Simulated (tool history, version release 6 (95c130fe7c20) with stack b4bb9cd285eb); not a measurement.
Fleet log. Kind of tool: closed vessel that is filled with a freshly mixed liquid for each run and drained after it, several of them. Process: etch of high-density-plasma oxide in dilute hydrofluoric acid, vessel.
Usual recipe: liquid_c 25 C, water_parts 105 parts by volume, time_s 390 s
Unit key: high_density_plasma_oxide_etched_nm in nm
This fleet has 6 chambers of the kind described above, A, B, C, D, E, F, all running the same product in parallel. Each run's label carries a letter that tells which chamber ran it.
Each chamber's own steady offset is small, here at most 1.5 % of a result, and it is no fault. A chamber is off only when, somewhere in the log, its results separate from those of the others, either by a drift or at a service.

run     day  liquid_c  water_parts  time_s  read-back film thickness of the high-density-plasma oxide reference wafer, read on the same gauge (nm)  high_density_plasma_oxide_etched_nm
 1B   0.346        25          105     390                                                                                                   39.97                               19.822
 2F   0.546        25          105     390                                                                                                  40.011                               19.708
 3E   0.729        25          105     390                                                                                                  39.984                               19.427
 4A   1.108        25          105     390                                                                                                  40.008                               19.727
      1.425  -- chamber E: hydrofluoric acid flow meter replaced
 5C   1.454        25          105     390                                                                                                  39.947                               19.731
      1.658  -- chamber A: thermometer replaced
 6D   1.775        25          105     390                                                                                                  39.983                               19.534
 7C   2.021        25          105     390                                                                                                  40.002                               19.492
 8B   2.321        25          135     390                                                                                                  40.025                               14.859
 9D   2.562        25          135     390                                                                                                  40.037                                14.65
      2.583  -- chamber C: hydrofluoric acid flow meter replaced
10E   2.879        25          135     390                                                                                                  40.007                                14.62
11F   3.233        25          135     390                                                                                                  40.022                                14.67
12A   3.604        25          135     390                                                                                                  39.982                               14.719
13C   3.908        25          135     390                                                                                                   39.99                               14.656
14A   4.262        25          105     390                                                                                                  39.989                               19.381
15B   4.542        25          105     390                                                                                                  39.998                                19.79
16E   4.788        25          105     390                                                                                                  39.996                               19.358
17F   4.983        25          105     390                                                                                                  40.005                               19.368
18D   5.288        25          105     390                                                                                                  40.001                               19.756
19D   5.688        25          105     390                                                                                                  39.994                                19.86
20C   6.033        25          105     390                                                                                                  39.993                               19.623
21E   6.317        25          105     390                                                                                                  39.959                                19.41
22B   6.621        25          105     390                                                                                                   39.97                               19.653
23A   6.996        25          105     390                                                                                                  40.006                                19.71
24F   7.279        25          105     390                                                                                                  40.018                               18.983
25A   7.567        25          105     390                                                                                                  40.016                               19.576
26F   7.933        25          105     390                                                                                                   39.99                               18.863
27D   8.204        25          105     390                                                                                                  39.996                               19.724
28E   8.496        25          105     390                                                                                                  39.983                               19.292
29C   8.775        25          105     390                                                                                                  39.979                               19.657
30B   9.142        25          105     390                                                                                                  39.981                               19.702
31F   9.404        25          105     390                                                                                                  40.023                               18.608
32B   9.604        25          105     390                                                                                                  39.995                               19.901
33E      10        25           90     280                                                                                                  39.994                               16.571
34D  10.308        25           90     280                                                                                                   39.99                               16.634
     10.467  -- chamber F: hydrofluoric acid flow meter replaced
35A  10.583        25           90     280                                                                                                  40.015                               16.635
36C  10.842        25           90     280                                                                                                   40.02                               16.755
37F   11.05        25           90     280                                                                                                   39.97                               15.681

Has any chamber moved away from the others, gradually or after a service, or does the common gauge drift, or do the chambers differ only by their own small steady offsets? State the chamber and the most likely cause if one applies.

One chamber, F, drifts off from the rest bit by bit.
Likeliest cause: liquid colder than its thermometer reads (K) = 1.78.

Here are 4 candidates for chamber F's next run, each the usual settings with a change, their results left as question marks. Which one brings its results back in line with what the others give on the usual settings?
To be in line, a result may differ from the other chambers' mean on the usual settings by at most: high_density_plasma_oxide_etched_nm 0.35 nm
38F-1  11.346        25          105     400                                                                                                                                            ?
38F-2  11.346        25          105     415                                                                                                                                            ?
38F-3  11.346        25          105     365                                                                                                                                            ?
38F-4  11.346        25          105     380                                                                                                                                            ?

Mean of the other chambers on the usual settings: high_density_plasma_oxide_etched_nm 19.577 nm
  run  high_density_plasma_oxide_etched_nm
38F-1                               18.776
38F-2                                19.48
38F-3                               17.133
38F-4                               17.837
38F-2 is the one that brings the chamber's results back in line with the other chambers.
